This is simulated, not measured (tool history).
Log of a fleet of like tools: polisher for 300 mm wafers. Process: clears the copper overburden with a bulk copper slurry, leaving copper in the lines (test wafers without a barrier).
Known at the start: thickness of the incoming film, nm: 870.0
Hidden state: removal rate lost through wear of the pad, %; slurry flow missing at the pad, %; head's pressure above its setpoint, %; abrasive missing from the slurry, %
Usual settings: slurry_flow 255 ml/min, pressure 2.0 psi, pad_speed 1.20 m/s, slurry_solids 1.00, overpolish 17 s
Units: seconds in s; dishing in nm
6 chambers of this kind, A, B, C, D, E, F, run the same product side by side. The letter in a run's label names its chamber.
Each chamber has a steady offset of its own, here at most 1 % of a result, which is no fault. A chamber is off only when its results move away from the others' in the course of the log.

run	hour	slurry_flow	pressure	pad_speed	slurry_solids	overpolish	wafers polished on this pad	hours since the slurry nozzle was cleaned	hours since the head pressure was calibrated	hours since the slurry blender was calibrated	seconds	dishing
1B	8.7	255	2.0	1.20	1.00	17	242	21.0	326.4	138.7	97.619	61.787
2E	15.4	255	2.0	1.20	1.00	17	511	439.2	747.9	304.9	97.963	62.230
3D	21.9	255	2.0	1.20	1.00	17	894	341.7	478.9	80.6	97.140	59.031
# hour 24.1: chamber D: worn pad replaced by a new one
# hour 30.7: chamber E: worn pad replaced by a new one
4C	30.7	255	2.0	1.20	1.00	17	355	92.1	544.7	77.6	99.486	60.468
5F	37.5	255	2.0	1.20	1.00	17	958	336.7	330.3	340.2	96.564	59.277
# hour 39.8: chamber A: worn pad replaced by a new one
6A	43.8	255	2.0	1.20	1.00	17	36	533.7	699.2	120.7	95.459	59.534
# hour 46.6: chamber E: slurry blender recalibrated
7D	54.8	255	2.0	1.20	1.00	17	281	374.6	511.8	113.5	95.504	63.654
# hour 58.2: chamber C: head pressure recalibrated
8E	66.1	255	2.0	1.20	1.00	17	324	489.9	798.6	19.6	96.623	58.922
9C	73.3	255	2.0	1.20	1.00	17	746	134.7	15.1	120.2	99.594	59.439
# hour 74.5: chamber C: worn pad replaced by a new one
# hour 79.3: chamber F: worn pad replaced by a new one
10A	81.2	255	2.0	1.20	1.00	17	379	571.1	736.6	158.1	96.749	63.167
11B	88.4	255	2.0	1.20	1.00	17	973	100.7	406.1	218.4	96.594	60.381
# hour 90.9: chamber A: slurry nozzle cleaned
# hour 98.9: chamber E: worn pad replaced by a new one
12F	99.9	255	2.3	1.20	1.00	23	189	399.1	392.7	402.6	84.076	69.674
# hour 103.5: chamber B: worn pad replaced by a new one
# hour 107.3: chamber F: head pressure recalibrated
13F	108.6	255	2.3	1.20	1.00	23	269	407.8	1.4	411.3	86.439	71.560
# hour 110.1: chamber D: worn pad replaced by a new one
14D	119.0	255	2.3	1.20	1.00	23	82	438.8	576.0	177.7	84.692	72.017
# hour 128.9: chamber E: slurry nozzle cleaned
15A	129.3	255	2.3	1.20	1.00	23	820	38.5	784.7	206.2	84.161	72.800
16B	139.1	255	2.3	1.20	1.00	23	326	151.4	456.8	269.1	83.719	74.570
# hour 146.1: chamber C: worn pad replaced by a new one
17C	150.5	255	2.3	1.20	1.00	23	41	211.9	92.3	197.4	83.929	70.520
# hour 156.8: chamber F: slurry blender recalibrated
18E	161.5	255	2.0	1.20	1.00	17	574	32.6	894.0	115.0	99.574	61.563
19A	168.4	255	2.0	1.20	1.00	17	1179	77.6	823.8	245.3	98.093	62.065
# hour 172.5: chamber A: worn pad replaced by a new one
20B	174.8	255	2.0	1.20	1.00	17	654	187.1	492.5	304.8	97.906	58.643
# hour 184.3: chamber E: worn pad replaced by a new one
21E	186.6	255	2.0	1.20	1.00	17	21	57.7	919.1	140.1	98.912	60.901
# hour 192.8: chamber D: worn pad replaced by a new one
22F	196.5	255	2.0	1.20	1.00	17	1075	495.7	89.3	39.7	96.910	59.460
23C	207.4	255	2.0	1.20	1.00	17	562	268.8	149.2	254.3	100.000	61.508
24D	218.0	255	2.0	1.46	1.00	10	231	537.8	675.0	276.7	80.627	50.528
25E	225.9	255	2.0	1.46	1.00	10	382	97.0	958.4	179.4	78.948	51.041
# hour 226.4: chamber C: worn pad replaced by a new one
# hour 231.3: chamber B: slurry nozzle cleaned
# hour 236.2: chamber B: worn pad replaced by a new one
26D	237.9	255	2.0	1.46	1.00	10	413	557.7	694.9	296.6	78.507	51.748
# hour 243.2: chamber F: worn pad replaced by a new one
27B	247.9	255	2.0	1.46	1.00	10	107	16.6	565.6	377.9	79.260	51.954
# hour 253.0: chamber E: worn pad replaced by a new one
28A	255.8	255	2.0	1.46	1.00	10	763	165.0	911.2	332.7	80.221	52.604
29F	267.9	255	2.0	1.46	1.00	10	227	567.1	160.7	111.1	79.685	51.578
# hour 279.6: chamber B: slurry blender recalibrated
30C	279.6	255	2.0	1.20	1.00	17	488	341.0	221.4	326.5	100.840	60.514
# hour 288.9: chamber D: worn pad replaced by a new one
31A	289.8	255	2.0	1.20	1.00	17	1075	199.0	945.2	366.7	96.114	59.705
# hour 298.8: chamber A: head pressure recalibrated
32D	300.8	255	2.0	1.20	1.00	17	109	620.6	757.8	359.5	95.472	62.441
# hour 306.4: chamber C: worn pad replaced by a new one
33C	311.1	255	2.0	1.20	1.00	17	43	372.5	252.9	358.0	96.722	61.595
34F	319.9	255	2.0	1.20	1.00	17	704	619.1	212.7	163.1	96.155	64.087
# hour 323.5: chamber E: worn pad replaced by a new one
35B	325.3	255	2.0	1.20	1.00	17	817	94.0	643.0	45.7	98.477	62.497
# hour 329.8: chamber A: worn pad replaced by a new one
36E	337.5	255	2.0	1.20	1.00	17	128	208.6	1070.0	291.0	97.580	60.888
37A	344.0	255	2.0	1.20	1.00	17	131	253.2	45.3	420.9	97.800	62.024
38C	354.5	255	2.0	1.20	1.00	17	441	415.9	296.3	401.4	99.243	62.368
39F	363.4	255	2.0	1.20	1.00	17	1103	662.6	256.2	206.6	99.653	58.916
# hour 365.9: chamber E: slurry blender recalibrated
40E	372.2	255	2.0	1.20	1.00	17	446	243.3	1104.7	6.4	96.023	60.393

What goes on in this fleet: one chamber off, a drifting gauge, or nothing beyond the chambers' own small offsets? Name the chamber and the cause, if any.

No chamber stands off beyond its own small offset, and the gauge holds steady.
